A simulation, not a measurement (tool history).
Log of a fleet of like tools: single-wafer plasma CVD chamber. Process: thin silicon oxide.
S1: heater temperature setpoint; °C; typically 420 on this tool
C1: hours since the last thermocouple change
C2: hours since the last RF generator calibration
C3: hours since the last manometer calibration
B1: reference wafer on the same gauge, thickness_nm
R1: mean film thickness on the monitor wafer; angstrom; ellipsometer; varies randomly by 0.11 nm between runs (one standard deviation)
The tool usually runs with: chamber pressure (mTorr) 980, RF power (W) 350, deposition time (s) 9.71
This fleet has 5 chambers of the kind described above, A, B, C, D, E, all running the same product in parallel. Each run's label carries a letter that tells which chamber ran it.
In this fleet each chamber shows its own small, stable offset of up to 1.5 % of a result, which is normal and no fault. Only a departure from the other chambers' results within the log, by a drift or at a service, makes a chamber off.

Run 1D, hour 7.0: usual settings; C1 1828.3; C2 241.9; C3 1023.0; B1 18.800. Result: R1 219.87 angstrom.
At hour 9.2: chamber D: capacitance manometer re-zeroed and calibrated.
Run 2E, hour 19.1: usual settings; C1 449.4; C2 883.3; C3 1131.6; B1 18.802. Result: R1 224.13 angstrom.
Run 3B, hour 28.3: usual settings; C1 105.8; C2 1206.8; C3 970.6; B1 18.789. Result: R1 221.98 angstrom.
Run 4A, hour 38.3: usual settings; C1 1968.3; C2 546.9; C3 1314.9; B1 18.795. Result: R1 221.22 angstrom.
Run 5C, hour 45.1: usual settings; C1 1166.3; C2 675.4; C3 95.2; B1 18.815. Result: R1 226.09 angstrom.
Run 6C, hour 52.1: usual settings; C1 1173.3; C2 682.4; C3 102.2; B1 18.784. Result: R1 223.90 angstrom.
Run 7A, hour 63.2: usual settings; C1 1993.2; C2 571.8; C3 1339.8; B1 18.810. Result: R1 220.02 angstrom.
Run 8B, hour 69.7: usual settings but chamber pressure (mTorr) 849; C1 147.2; C2 1248.2; C3 1012.0; B1 18.803. Result: R1 197.97 angstrom.
Run 9D, hour 80.6: usual settings but chamber pressure (mTorr) 849; C1 1901.9; C2 315.5; C3 71.4; B1 18.809. Result: R1 193.74 angstrom.
At hour 82.7: chamber A: thermocouple changed; heater temperature recalibrated.
Run 10E, hour 92.2: usual settings but chamber pressure (mTorr) 849; C1 522.5; C2 956.4; C3 1204.7; B1 18.796. Result: R1 197.44 angstrom.
Run 11B, hour 100.9: usual settings but chamber pressure (mTorr) 849; C1 178.4; C2 1279.4; C3 1043.2; B1 18.804. Result: R1 195.40 angstrom.
Run 12D, hour 108.3: usual settings but chamber pressure (mTorr) 849; C1 1929.6; C2 343.2; C3 99.1; B1 18.801. Result: R1 195.85 angstrom.
Run 13A, hour 117.7: usual settings; C1 35.0; C2 626.3; C3 1394.3; B1 18.837. Result: R1 222.77 angstrom.
Run 14C, hour 128.3: usual settings; C1 1249.5; C2 758.6; C3 178.4; B1 18.809. Result: R1 224.30 angstrom.
Run 15E, hour 139.2: usual settings but S1 411 °C, deposition time (s) 11.15; C1 569.5; C2 1003.4; C3 1251.7; B1 18.814. Result: R1 258.56 angstrom.
Run 16C, hour 145.8: usual settings but S1 411 °C, deposition time (s) 11.15; C1 1267.0; C2 776.1; C3 195.9; B1 18.781. Result: R1 258.55 angstrom.
At hour 158.3: chamber A: capacitance manometer re-zeroed and calibrated.
Run 17A, hour 158.7: usual settings but S1 411 °C, deposition time (s) 11.15; C1 76.0; C2 667.3; C3 0.5; B1 18.810. Result: R1 243.11 angstrom.
At hour 168.2: chamber C: thermocouple changed; heater temperature recalibrated.
Run 18E, hour 172.0: usual settings but S1 411 °C, deposition time (s) 11.15; C1 602.3; C2 1036.2; C3 1284.5; B1 18.782. Result: R1 257.68 angstrom.
Run 19B, hour 183.6: usual settings but S1 411 °C, deposition time (s) 11.15; C1 261.1; C2 1362.1; C3 1125.9; B1 18.813. Result: R1 256.48 angstrom.
Run 20D, hour 191.7: usual settings; C1 2013.0; C2 426.6; C3 182.5; B1 18.812. Result: R1 221.00 angstrom.
Run 21C, hour 201.2: usual settings; C1 33.1; C2 831.5; C3 251.3; B1 18.804. Result: R1 220.96 angstrom.
At hour 210.1: chamber A: RF generator calibrated.
At hour 210.9: chamber B: RF generator calibrated.
Run 22A, hour 211.9: usual settings; C1 129.2; C2 1.8; C3 53.7; B1 18.802. Result: R1 211.13 angstrom.
Run 23E, hour 220.1: usual settings; C1 650.4; C2 1084.3; C3 1332.6; B1 18.781. Result: R1 225.44 angstrom.
Run 24D, hour 230.3: usual settings but chamber pressure (mTorr) 1127, deposition time (s) 11.31; C1 2051.6; C2 465.2; C3 221.1; B1 18.802. Result: R1 281.90 angstrom.
Run 25B, hour 238.1: usual settings but chamber pressure (mTorr) 1127, deposition time (s) 11.31; C1 315.6; C2 27.3; C3 1180.4; B1 18.819. Result: R1 282.20 angstrom.
Run 26A, hour 247.3: usual settings but chamber pressure (mTorr) 1127, deposition time (s) 11.31; C1 164.6; C2 37.2; C3 89.1; B1 18.815. Result: R1 269.02 angstrom.
Run 27D, hour 257.6: usual settings but chamber pressure (mTorr) 1127, deposition time (s) 11.31; C1 2078.9; C2 492.5; C3 248.4; B1 18.794. Result: R1 280.50 angstrom.
Run 28C, hour 267.6: usual settings but chamber pressure (mTorr) 1127, deposition time (s) 11.31; C1 99.5; C2 897.9; C3 317.7; B1 18.820. Result: R1 286.50 angstrom.
Run 29B, hour 280.6: usual settings; C1 358.1; C2 69.8; C3 1222.9; B1 18.799. Result: R1 226.59 angstrom.
Run 30E, hour 292.2: usual settings; C1 722.5; C2 1156.4; C3 1404.7; B1 18.791. Result: R1 223.19 angstrom.
Run 31D, hour 299.5: usual settings but S1 406 °C, deposition time (s) 11.15; C1 2120.8; C2 534.4; C3 290.3; B1 18.808. Result: R1 254.47 angstrom.
Run 32E, hour 306.0: usual settings but S1 406 °C, deposition time (s) 11.15; C1 736.3; C2 1170.2; C3 1418.5; B1 18.816. Result: R1 259.05 angstrom.
Run 33B, hour 313.8: usual settings but S1 406 °C, deposition time (s) 11.15; C1 391.3; C2 103.0; C3 1256.1; B1 18.811. Result: R1 258.01 angstrom.
Run 34C, hour 322.1: usual settings but S1 406 °C, deposition time (s) 11.15; C1 154.0; C2 952.4; C3 372.2; B1 18.811. Result: R1 258.88 angstrom.
Run 35A, hour 330.3: usual settings but S1 406 °C, deposition time (s) 11.15; C1 247.6; C2 120.2; C3 172.1; B1 18.790. Result: R1 243.80 angstrom.
Run 36C, hour 337.3: usual settings; C1 169.2; C2 967.6; C3 387.4; B1 18.793. Result: R1 225.67 angstrom.
Run 37B, hour 348.2: usual settings; C1 425.7; C2 137.4; C3 1290.5; B1 18.814. Result: R1 223.20 angstrom.
Run 38A, hour 358.4: usual settings but RF power (W) 400; C1 275.7; C2 148.3; C3 200.2; B1 18.801. Result: R1 221.41 angstrom.

All chambers now run identical settings, listed one chamber a line with results as question marks. What results will each chamber show?
Run 39A, hour 368.6: usual settings. Result: R1 ?.
Run 39B, hour 368.6: usual settings. Result: R1 ?.
Run 39C, hour 368.6: usual settings. Result: R1 ?.
Run 39D, hour 368.6: usual settings. Result: R1 ?.
Run 39E, hour 368.6: usual settings. Result: R1 ?.

run      R1
39A  211.09
39B  225.76
39C  223.85
39D  221.81
39E  222.70

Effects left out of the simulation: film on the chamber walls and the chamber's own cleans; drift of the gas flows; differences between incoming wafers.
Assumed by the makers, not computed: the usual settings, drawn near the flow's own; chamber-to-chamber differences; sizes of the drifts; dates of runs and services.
